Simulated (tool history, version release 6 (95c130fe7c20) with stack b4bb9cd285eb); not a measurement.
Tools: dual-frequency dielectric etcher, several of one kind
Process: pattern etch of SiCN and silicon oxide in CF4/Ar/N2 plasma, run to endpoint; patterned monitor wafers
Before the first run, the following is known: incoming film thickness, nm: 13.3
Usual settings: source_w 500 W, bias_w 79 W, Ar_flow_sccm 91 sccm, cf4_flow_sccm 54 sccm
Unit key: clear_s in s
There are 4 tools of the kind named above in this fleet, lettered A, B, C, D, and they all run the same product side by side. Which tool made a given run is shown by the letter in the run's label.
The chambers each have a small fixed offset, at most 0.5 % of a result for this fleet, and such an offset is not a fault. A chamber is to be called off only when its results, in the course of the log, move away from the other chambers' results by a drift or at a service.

run   hour  source_w  bias_w  Ar_flow_sccm  cf4_flow_sccm  clear_s
 1C    8.5       500      79            91             54    14.06
 2B   15.4       500      79            91             54    13.98
 3D   26.9       500      79            91             54    13.89
 4A   39.1       500      79            91             54   13.911
      41.3  -- chamber B: wet clean of the chamber
 5B   45.7       500      79            91             54   13.902
 6C   55.4       500      79            91             64   13.672
 7D   68.9       500      79            91             64   13.563
 8A   77.4       500      79            91             64   13.597
 9B   87.2       500      79            91             64   13.559
10A  101.2       500      79            91             54   14.003
11D  112.9       500      79            91             54   13.884
12C    125       500      79            91             54   14.069
13C  132.2       500      79            91             54   13.921
14A  140.7       500      79            91             54   14.008
15D  151.9       380      79            91             54   17.721
16B  165.1       380      79            91             54   17.638
     171.8  -- chamber D: wet clean of the chamber
17C  175.1       380      79            91             54   17.926
18B  187.8       380      79            91             54   17.718
19D  202.2       500      79            91             54   13.984
20A  208.7       500      79            91             54   14.071
21D  215.8       500      79            91             54   13.896
22C  225.9       500      79            91             54   14.052
     234.2  -- chamber C: wet clean of the chamber
23A  236.8       500      79            91             54   14.292
24B  250.7       500      79            91             54   13.991
25C  257.7       500      79            91             50   14.202
26D  271.4       500      79            91             50   14.087
27A  283.7       500      79            91             50   14.449
28B  294.9       500      79            91             50   13.996
29C  305.1       500      79            91             54   14.045
30B  315.3       500      79            91             54   13.943
31D  327.4       500      79            91             54   13.844
32A  340.2       500      79            91             54   14.384
33C  352.5       500      79            91             54   14.072
34B  366.2       450      79            80             54   15.042
35A    376       450      79            80             54   15.596
36D  388.3       450      79            80             54   14.983
37A  397.8       450      79            80             54   15.645
38D  409.2       500      98            91             54   12.842
39B  421.5       500      98            91             54    12.84

Has any chamber moved away from the others, gradually or after a service, or does the common gauge drift, or do the chambers differ only by their own small steady offsets? State the chamber and the most likely cause if one applies.

Little by little, chamber A moves away from the other chambers.
Cause: etch rate under this chamber's usual, % = 4.42.
Not necessarily distinguishable in this log from: source power that arrives under what is set, %.

Here are 4 candidates for chamber A's next run, each the usual settings with a change, their results left as question marks. Which one brings its results back in line with what the others give on the usual settings?
To be in line, a result may differ from the other chambers' mean on the usual settings by at most: clear_s 0.19 s
40A-1   432       550      79            89             55        ?
40A-2   432       450      79            91             54        ?
40A-3   432       500      86            87             56        ?
40A-4   432       500      71            95             54        ?

What the other chambers average on the usual settings: clear_s 13.962 s
  run  clear_s
40A-1   13.365
40A-2   16.058
40A-3   14.027
40A-4    15.29
Change 40A-3 lands the chamber within the allowed miss of the other chambers.

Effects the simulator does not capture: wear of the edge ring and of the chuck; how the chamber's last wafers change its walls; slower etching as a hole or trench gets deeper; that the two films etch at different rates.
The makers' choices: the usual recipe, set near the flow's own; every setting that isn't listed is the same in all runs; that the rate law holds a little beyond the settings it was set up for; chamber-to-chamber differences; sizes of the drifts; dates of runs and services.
